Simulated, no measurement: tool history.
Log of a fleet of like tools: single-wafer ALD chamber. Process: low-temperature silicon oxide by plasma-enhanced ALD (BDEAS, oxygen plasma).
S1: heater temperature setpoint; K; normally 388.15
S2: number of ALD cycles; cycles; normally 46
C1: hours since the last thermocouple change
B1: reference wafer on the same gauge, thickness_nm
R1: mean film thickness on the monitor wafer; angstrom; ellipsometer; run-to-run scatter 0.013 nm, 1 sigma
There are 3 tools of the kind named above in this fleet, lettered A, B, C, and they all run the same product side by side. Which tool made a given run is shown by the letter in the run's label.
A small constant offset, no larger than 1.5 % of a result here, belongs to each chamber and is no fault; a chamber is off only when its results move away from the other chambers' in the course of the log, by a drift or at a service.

Run 1A, hour 11: usual settings; C1 858.8; B1 7.3249. Result: R1 63.324 angstrom.
Run 2C, hour 19.7: usual settings; C1 1565.3; B1 7.3294. Result: R1 63.809 angstrom.
Run 3B, hour 29.1: usual settings; C1 478.1; B1 7.3343. Result: R1 63.087 angstrom.
Run 4C, hour 36: usual settings; C1 1581.6; B1 7.3303. Result: R1 63.899 angstrom.
Run 5B, hour 43.8: usual settings; C1 492.8; B1 7.327. Result: R1 63 angstrom.
Run 6A, hour 52.8: usual settings; C1 900.6; B1 7.3319. Result: R1 63.544 angstrom.
Run 7B, hour 68.1: usual settings but S1 402.15 K, S2 53 cycles; C1 517.1; B1 7.3283. Result: R1 70.865 angstrom.
Run 8C, hour 75: usual settings but S1 402.15 K, S2 53 cycles; C1 1620.6; B1 7.3295. Result: R1 71.952 angstrom.
Run 9A, hour 85.3: usual settings but S1 402.15 K, S2 53 cycles; C1 933.1; B1 7.3311. Result: R1 71.117 angstrom.
Run 10B, hour 99: usual settings; C1 548; B1 7.3257. Result: R1 63.291 angstrom.
Run 11C, hour 107.8: usual settings; C1 1653.4; B1 7.3289. Result: R1 63.867 angstrom.
Run 12A, hour 119.7: usual settings but S1 379.15 K, S2 51 cycles; C1 967.5; B1 7.3275. Result: R1 71.334 angstrom.
Run 13B, hour 129.2: usual settings but S1 379.15 K, S2 51 cycles; C1 578.2; B1 7.3329. Result: R1 71.17 angstrom.
Run 14A, hour 136.3: usual settings but S1 379.15 K, S2 51 cycles; C1 984.1; B1 7.3297. Result: R1 71.466 angstrom.
Run 15C, hour 145.7: usual settings; C1 1691.3; B1 7.3308. Result: R1 63.857 angstrom.
At hour 159.8: chamber A: thermocouple changed; heater temperature recalibrated.
Run 16B, hour 161.1: usual settings; C1 610.1; B1 7.3278. Result: R1 62.914 angstrom.
Run 17C, hour 169.9: usual settings; C1 1715.5; B1 7.3337. Result: R1 63.97 angstrom.
Run 18A, hour 180.1: usual settings but S2 51 cycles; C1 20.3; B1 7.3313. Result: R1 70.131 angstrom.
Run 19C, hour 194.4: usual settings but S2 51 cycles; C1 1740; B1 7.3318. Result: R1 70.678 angstrom.
Run 20B, hour 206.9: usual settings but S2 51 cycles; C1 655.9; B1 7.3331. Result: R1 69.832 angstrom.
Run 21A, hour 213.5: usual settings; C1 53.7; B1 7.3302. Result: R1 63.269 angstrom.
Run 22B, hour 226.5: usual settings; C1 675.5; B1 7.3287. Result: R1 63.091 angstrom.
Run 23A, hour 238.3: usual settings but S1 377.15 K, S2 40 cycles; C1 78.5; B1 7.3298. Result: R1 56.128 angstrom.
Run 24C, hour 246.8: usual settings but S1 377.15 K, S2 40 cycles; C1 1792.4; B1 7.3302. Result: R1 56.718 angstrom.
At hour 251: chamber C: thermocouple changed; heater temperature recalibrated.
Run 25B, hour 260.9: usual settings but S1 377.15 K, S2 40 cycles; C1 709.9; B1 7.3303. Result: R1 55.753 angstrom.
Run 26C, hour 268.9: usual settings; C1 17.9; B1 7.3327. Result: R1 63.854 angstrom.
Run 27A, hour 281.4: usual settings; C1 121.6; B1 7.3296. Result: R1 63.572 angstrom.
Run 28A, hour 294.4: usual settings; C1 134.6; B1 7.3326. Result: R1 63.428 angstrom.
Run 29B, hour 305.2: usual settings; C1 754.2; B1 7.3288. Result: R1 63.206 angstrom.
Run 30C, hour 312: usual settings; C1 61; B1 7.3303. Result: R1 63.705 angstrom.
Run 31A, hour 320: usual settings; C1 160.2; B1 7.329. Result: R1 63.276 angstrom.
Run 32B, hour 332.8: usual settings; C1 781.8; B1 7.3292. Result: R1 63.069 angstrom.
Run 33C, hour 347.6: usual settings; C1 96.6; B1 7.3314. Result: R1 63.642 angstrom.
Run 34A, hour 357.2: usual settings; C1 197.4; B1 7.3262. Result: R1 63.381 angstrom.
Run 35B, hour 372.4: usual settings; C1 821.4; B1 7.329. Result: R1 63.25 angstrom.
Run 36C, hour 385.4: usual settings; C1 134.4; B1 7.3279. Result: R1 64.028 angstrom.
Run 37A, hour 393.7: usual settings; C1 233.9; B1 7.3317. Result: R1 63.297 angstrom.
Run 38B, hour 406.8: usual settings; C1 855.8; B1 7.3297. Result: R1 63.247 angstrom.
Run 39C, hour 414.8: usual settings; C1 163.8; B1 7.3275. Result: R1 63.753 angstrom.
Run 40B, hour 426.1: usual settings; C1 875.1; B1 7.333. Result: R1 63.046 angstrom.
Run 41A, hour 434.7: usual settings; C1 274.9; B1 7.3309. Result: R1 63.214 angstrom.
Run 42C, hour 444.2: usual settings; C1 193.2; B1 7.328. Result: R1 64.233 angstrom.
Run 43C, hour 453: usual settings; C1 202; B1 7.334. Result: R1 63.81 angstrom.

For the next run the whole fleet of 3 chambers uses the same settings. Give each chamber's results:
Run 44A, hour 464: usual settings but S1 378.15 K. Result: R1 ?.
Run 44B, hour 464: usual settings but S1 378.15 K. Result: R1 ?.
Run 44C, hour 464: usual settings but S1 378.15 K. Result: R1 ?.

run      R1
44A  64.397
44B  64.203
44C  65.293
